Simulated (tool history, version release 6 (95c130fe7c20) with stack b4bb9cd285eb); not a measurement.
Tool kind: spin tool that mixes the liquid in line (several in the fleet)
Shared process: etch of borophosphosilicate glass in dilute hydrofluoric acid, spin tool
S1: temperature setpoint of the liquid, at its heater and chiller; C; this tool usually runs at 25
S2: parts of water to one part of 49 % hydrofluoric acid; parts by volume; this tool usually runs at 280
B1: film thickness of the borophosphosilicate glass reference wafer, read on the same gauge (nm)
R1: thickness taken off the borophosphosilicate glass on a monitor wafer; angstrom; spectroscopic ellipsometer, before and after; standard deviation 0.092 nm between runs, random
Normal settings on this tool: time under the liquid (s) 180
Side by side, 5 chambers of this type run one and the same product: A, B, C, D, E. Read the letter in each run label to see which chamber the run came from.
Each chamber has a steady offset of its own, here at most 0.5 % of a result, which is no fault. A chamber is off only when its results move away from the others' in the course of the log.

{"run": "1B", "hour": 3.1, "S1": 25, "S2": 280, "time under the liquid (s)": 180, "B1": 69.991, "R1": 219.73}
{"run": "2A", "hour": 7.5, "S1": 25, "S2": 280, "time under the liquid (s)": 180, "B1": 69.976, "R1": 216.05}
{"run": "3D", "hour": 12.7, "S1": 25, "S2": 280, "time under the liquid (s)": 180, "B1": 69.968, "R1": 218.25}
{"run": "4E", "hour": 16.4, "S1": 25, "S2": 280, "time under the liquid (s)": 180, "B1": 69.97, "R1": 218.23}
{"run": "5C", "hour": 22.1, "S1": 25, "S2": 280, "time under the liquid (s)": 180, "B1": 69.971, "R1": 219.59}
{"run": "6B", "hour": 25.4, "S1": 25, "S2": 280, "time under the liquid (s)": 180, "B1": 69.986, "R1": 218.36}
{"run": "7D", "hour": 29.8, "S1": 25, "S2": 280, "time under the liquid (s)": 180, "B1": 69.999, "R1": 218.24}
{"run": "8E", "hour": 34.0, "S1": 25, "S2": 280, "time under the liquid (s)": 180, "B1": 70.026, "R1": 218.21}
{"run": "9C", "hour": 37.1, "S1": 25, "S2": 340, "time under the liquid (s)": 180, "B1": 69.978, "R1": 169.14}
{"run": "10A", "hour": 42.2, "S1": 25, "S2": 340, "time under the liquid (s)": 180, "B1": 70.004, "R1": 170.02}
{"run": "11D", "hour": 46.4, "S1": 25, "S2": 340, "time under the liquid (s)": 180, "B1": 69.99, "R1": 170.21}
{"run": "12E", "hour": 49.3, "S1": 25, "S2": 340, "time under the liquid (s)": 180, "B1": 70.013, "R1": 172.05}
{"run": "13A", "hour": 52.4, "S1": 25, "S2": 340, "time under the liquid (s)": 180, "B1": 69.988, "R1": 168.95}
{"run": "14B", "hour": 55.9, "S1": 25, "S2": 205, "time under the liquid (s)": 225, "B1": 70.035, "R1": 402.48}
{"run": "15C", "hour": 62.0, "S1": 25, "S2": 205, "time under the liquid (s)": 225, "B1": 70, "R1": 408.04}
{"run": "16B", "hour": 68.3, "S1": 25, "S2": 205, "time under the liquid (s)": 225, "B1": 70.024, "R1": 404.77}
{"run": "17E", "hour": 74.3, "S1": 25, "S2": 205, "time under the liquid (s)": 225, "B1": 70.011, "R1": 404.05}
{"run": "18A", "hour": 80.5, "S1": 25, "S2": 205, "time under the liquid (s)": 225, "B1": 69.957, "R1": 398.22}
{"run": "19C", "hour": 86.0, "S1": 25, "S2": 280, "time under the liquid (s)": 180, "B1": 69.999, "R1": 219.28}
{"run": "20D", "hour": 92.4, "S1": 25, "S2": 280, "time under the liquid (s)": 180, "B1": 70.004, "R1": 219.25}
{"run": "21D", "hour": 97.2, "S1": 25, "S2": 280, "time under the liquid (s)": 180, "B1": 69.981, "R1": 219.24}
{"run": "22B", "hour": 101.6, "S1": 25, "S2": 280, "time under the liquid (s)": 180, "B1": 70.023, "R1": 218.24}
{"run": "23C", "hour": 106.4, "S1": 25, "S2": 280, "time under the liquid (s)": 180, "B1": 69.988, "R1": 218.75}
{"run": "24E", "hour": 109.8, "S1": 25, "S2": 280, "time under the liquid (s)": 180, "B1": 69.984, "R1": 223.42}
{"run": "25A", "hour": 114.7, "S1": 25, "S2": 280, "time under the liquid (s)": 180, "B1": 69.999, "R1": 217.68}
{"run": "26A", "hour": 120.6, "S1": 25, "S2": 145, "time under the liquid (s)": 180, "B1": 70.012, "R1": 483.8}
{"run": "27D", "hour": 127.1, "S1": 25, "S2": 145, "time under the liquid (s)": 180, "B1": 69.992, "R1": 494.51}
{"run": "28B", "hour": 131.9, "S1": 25, "S2": 145, "time under the liquid (s)": 180, "B1": 70.004, "R1": 495.07}
{"run": "29E", "hour": 136.0, "S1": 25, "S2": 145, "time under the liquid (s)": 180, "B1": 69.994, "R1": 494.29}
{"run": "30C", "hour": 140.1, "S1": 25, "S2": 145, "time under the liquid (s)": 180, "B1": 70.002, "R1": 494.2}
{"run": "31A", "hour": 144.3, "S1": 25, "S2": 280, "time under the liquid (s)": 180, "B1": 70.022, "R1": 217.95}
{"run": "32D", "hour": 149.6, "S1": 25, "S2": 280, "time under the liquid (s)": 180, "B1": 70.005, "R1": 219.25}
{"run": "33C", "hour": 153.7, "S1": 25, "S2": 280, "time under the liquid (s)": 180, "B1": 70.001, "R1": 217.87}
{"run": "34B", "hour": 160.2, "S1": 25, "S2": 280, "time under the liquid (s)": 180, "B1": 70.038, "R1": 216.92}
{"run": "35E", "hour": 165.6, "S1": 25, "S2": 280, "time under the liquid (s)": 180, "B1": 69.996, "R1": 223.43}
{"run": "36D", "hour": 169.2, "S1": 25, "S2": 280, "time under the liquid (s)": 180, "B1": 70.047, "R1": 218.31}
{"run": "37E", "hour": 174.3, "S1": 25, "S2": 370, "time under the liquid (s)": 180, "B1": 70.029, "R1": 156.76}
{"run": "38B", "hour": 180.3, "S1": 25, "S2": 370, "time under the liquid (s)": 180, "B1": 70.017, "R1": 148.75}
{"run": "39A", "hour": 186.0, "S1": 25, "S2": 370, "time under the liquid (s)": 180, "B1": 69.99, "R1": 151.92}
{"run": "40C", "hour": 192.3, "S1": 25, "S2": 370, "time under the liquid (s)": 180, "B1": 69.985, "R1": 150.27}
{"run": "41E", "hour": 195.4, "S1": 25, "S2": 370, "time under the liquid (s)": 180, "B1": 70.009, "R1": 157.62}
{"run": "42A", "hour": 198.6, "S1": 25, "S2": 280, "time under the liquid (s)": 180, "B1": 69.995, "R1": 219.32}
{"run": "43D", "hour": 204.2, "S1": 25, "S2": 280, "time under the liquid (s)": 180, "B1": 70.009, "R1": 219.41}
{"run": "44B", "hour": 207.8, "S1": 25, "S2": 280, "time under the liquid (s)": 180, "B1": 69.977, "R1": 217.96}

All 5 chambers run these settings next. Forecast each chamber's results:
{"run": "45A", "hour": 212.5, "S1": 25, "S2": 280, "time under the liquid (s)": 180, "R1": "?"}
{"run": "45B", "hour": 212.5, "S1": 25, "S2": 280, "time under the liquid (s)": 180, "R1": "?"}
{"run": "45C", "hour": 212.5, "S1": 25, "S2": 280, "time under the liquid (s)": 180, "R1": "?"}
{"run": "45D", "hour": 212.5, "S1": 25, "S2": 280, "time under the liquid (s)": 180, "R1": "?"}
{"run": "45E", "hour": 212.5, "S1": 25, "S2": 280, "time under the liquid (s)": 180, "R1": "?"}

run=45A R1=218.55
run=45B R1=217.92
run=45C R1=219.35
run=45D R1=216.74
run=45E R1=225.75

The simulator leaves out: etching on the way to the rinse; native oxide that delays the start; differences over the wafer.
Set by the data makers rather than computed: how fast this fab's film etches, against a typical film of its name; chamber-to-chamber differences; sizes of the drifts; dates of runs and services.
